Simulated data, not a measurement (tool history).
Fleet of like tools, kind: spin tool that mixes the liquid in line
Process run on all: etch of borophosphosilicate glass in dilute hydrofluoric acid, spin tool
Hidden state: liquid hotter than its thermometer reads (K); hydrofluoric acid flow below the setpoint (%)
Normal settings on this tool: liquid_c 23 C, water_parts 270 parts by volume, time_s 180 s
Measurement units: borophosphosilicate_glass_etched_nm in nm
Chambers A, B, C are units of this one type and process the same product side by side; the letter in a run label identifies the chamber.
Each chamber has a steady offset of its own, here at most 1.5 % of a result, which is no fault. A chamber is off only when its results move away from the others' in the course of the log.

run,hour,liquid_c,water_parts,time_s,hours since the thermometer was replaced,hours since the hydrofluoric acid flow meter was replaced,"read-back film thickness of the borophosphosilicate glass reference wafer, read on the same gauge (nm)",borophosphosilicate_glass_etched_nm
1C,7.7,23,270,180,1268.7,800.3,79.989,33.679
2A,14.1,23,270,180,581.1,1127.8,79.999,33.147
3B,22,23,270,180,370.6,347.7,79.993,34.14
4A,31.9,23,270,180,598.9,1145.6,79.995,33.495
5C,38.4,23,270,180,1299.4,831,79.99,33.583
6B,43.5,23,270,180,392.1,369.2,79.998,33.824
7A,53.2,23,270,180,620.2,1166.9,80.001,33.303
8C,62.4,23,270,180,1323.4,855,80.002,33.734
9B,69.4,23,270,180,418,395.1,79.998,33.731
10B,75,23,270,180,423.6,400.7,79.99,33.593
11A,85.9,23,270,180,652.9,1199.6,79.995,33.263
12C,93.9,23,270,180,1354.9,886.5,79.999,33.986
13C,104.9,23,270,180,1365.9,897.5,80.006,33.768
14B,111.8,20,270,240,460.4,437.5,80,40.496
15A,119.8,20,270,240,686.8,1233.5,79.991,40.072
16C,129.8,20,270,240,1390.8,922.4,80.002,39.795
17B,135,23,140,285,483.6,460.7,80.006,118.82
18A,140.1,23,140,285,707.1,1253.8,79.991,115.8
19B,146.6,23,140,285,495.2,472.3,79.978,120.53
20C,152.8,23,270,180,1413.8,945.4,80.002,33.394
21A,158.1,23,270,180,725.1,1271.8,80.009,33.202
22C,167.1,23,270,180,1428.1,959.7,80.005,33.712
23A,176.8,23,325,220,743.8,1290.5,80.016,32.349
24B,182.5,23,325,220,531.1,508.2,80.015,32.451
25A,188.6,23,325,220,755.6,1302.3,80.005,31.861
26C,197.5,28,270,230,1458.5,990.1,80.001,50.695
# hour 206.9: chamber A: hydrofluoric acid flow meter replaced
27B,207.8,28,270,230,556.4,533.5,80.007,51.354
28C,216.2,28,270,230,1477.2,1008.8,79.983,51.487
29A,226.2,23,270,180,793.2,19.4,80.005,33.261
30B,234,23,270,180,582.6,559.7,79.999,33.757
31C,243.4,23,270,180,1504.4,1036,79.99,33.708
32A,250.7,23,270,180,817.7,43.9,80.005,33.545
33B,261.1,23,270,180,609.7,586.8,80.004,33.856
34C,270.8,23,270,180,1531.8,1063.4,80.01,33.919
35A,276.2,23,270,180,843.2,69.4,79.997,33.424
36B,285.3,23,270,180,633.9,611,79.997,33.991
37C,294.1,23,270,180,1555.1,1086.7,79.988,33.982
38B,300.2,23,270,180,648.8,625.9,79.997,33.436
39A,305.5,23,270,180,872.5,98.7,79.996,33.552

Next, all 3 chambers run the settings below, one line each with question marks for the results. What does each chamber give?
40A,313.9,23,270,180,,,,?
40B,313.9,23,270,180,,,,?
40C,313.9,23,270,180,,,,?

run,borophosphosilicate_glass_etched_nm
40A,33.837
40B,33.958
40C,33.778
